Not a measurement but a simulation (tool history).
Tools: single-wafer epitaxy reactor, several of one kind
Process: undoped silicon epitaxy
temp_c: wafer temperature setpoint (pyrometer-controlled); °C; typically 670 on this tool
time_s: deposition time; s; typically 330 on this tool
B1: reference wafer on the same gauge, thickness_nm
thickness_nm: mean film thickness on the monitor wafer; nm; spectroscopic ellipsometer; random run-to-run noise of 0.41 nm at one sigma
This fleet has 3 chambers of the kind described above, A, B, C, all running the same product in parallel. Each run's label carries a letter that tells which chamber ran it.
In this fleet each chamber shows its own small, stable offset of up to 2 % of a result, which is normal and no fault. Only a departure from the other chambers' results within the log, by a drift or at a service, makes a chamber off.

{"run": "1B", "hour": 6.8, "temp_c": 670, "time_s": 330, "B1": 74.232, "thickness_nm": 84.855}
{"run": "2C", "hour": 12.8, "temp_c": 670, "time_s": 330, "B1": 74.244, "thickness_nm": 85.668}
{"run": "3A", "hour": 22.3, "temp_c": 670, "time_s": 330, "B1": 74.23, "thickness_nm": 83.914}
{"run": "4B", "hour": 28.1, "temp_c": 670, "time_s": 330, "B1": 74.132, "thickness_nm": 84.776}
{"run": "5A", "hour": 34.5, "temp_c": 670, "time_s": 330, "B1": 74.266, "thickness_nm": 83.373}
{"run": "6C", "hour": 41.3, "temp_c": 670, "time_s": 330, "B1": 74.186, "thickness_nm": 85.988}
{"run": "7B", "hour": 51.4, "temp_c": 670, "time_s": 330, "B1": 74.249, "thickness_nm": 85.105}
{"run": "8C", "hour": 61.5, "temp_c": 659, "time_s": 330, "B1": 74.192, "thickness_nm": 68.826}
{"run": "9A", "hour": 66.6, "temp_c": 659, "time_s": 330, "B1": 74.181, "thickness_nm": 66.222}
{"run": "10A", "hour": 74.1, "temp_c": 659, "time_s": 330, "B1": 74.234, "thickness_nm": 66.653}
{"run": "11B", "hour": 82.0, "temp_c": 670, "time_s": 330, "B1": 74.203, "thickness_nm": 86.152}
{"run": "12C", "hour": 89.6, "temp_c": 670, "time_s": 330, "B1": 74.204, "thickness_nm": 88.066}
{"run": "13A", "hour": 96.0, "temp_c": 670, "time_s": 330, "B1": 74.272, "thickness_nm": 83.525}
{"run": "14B", "hour": 105.1, "temp_c": 670, "time_s": 330, "B1": 74.228, "thickness_nm": 85.85}
{"run": "15C", "hour": 113.4, "temp_c": 670, "time_s": 330, "B1": 74.158, "thickness_nm": 88.796}
{"run": "16B", "hour": 119.9, "temp_c": 670, "time_s": 330, "B1": 74.234, "thickness_nm": 85.22}
{"run": "17C", "hour": 128.7, "temp_c": 670, "time_s": 330, "B1": 74.182, "thickness_nm": 89.417}
{"run": "18A", "hour": 136.7, "temp_c": 665, "time_s": 330, "B1": 74.174, "thickness_nm": 75.11}
{"run": "19C", "hour": 141.1, "temp_c": 665, "time_s": 330, "B1": 74.084, "thickness_nm": 80.439}
{"run": "20A", "hour": 149.8, "temp_c": 665, "time_s": 330, "B1": 74.111, "thickness_nm": 75.494}
{"run": "21B", "hour": 156.8, "temp_c": 670, "time_s": 361, "B1": 74.302, "thickness_nm": 93.473}
{"run": "22B", "hour": 166.5, "temp_c": 670, "time_s": 361, "B1": 74.185, "thickness_nm": 92.567}
{"run": "23A", "hour": 171.8, "temp_c": 670, "time_s": 361, "B1": 74.218, "thickness_nm": 91.523}
{"run": "24C", "hour": 177.3, "temp_c": 670, "time_s": 330, "B1": 74.281, "thickness_nm": 90.948}
{"run": "25A", "hour": 182.8, "temp_c": 670, "time_s": 330, "B1": 74.217, "thickness_nm": 83.218}

Next, all 3 chambers run the settings below, one line each with question marks for the results. What does each chamber give?
{"run": "26A", "hour": 190.1, "temp_c": 670, "time_s": 374, "thickness_nm": "?"}
{"run": "26B", "hour": 190.1, "temp_c": 670, "time_s": 374, "thickness_nm": "?"}
{"run": "26C", "hour": 190.1, "temp_c": 670, "time_s": 374, "thickness_nm": "?"}

run=26A thickness_nm=94.815
run=26B thickness_nm=96.389
run=26C thickness_nm=103.690
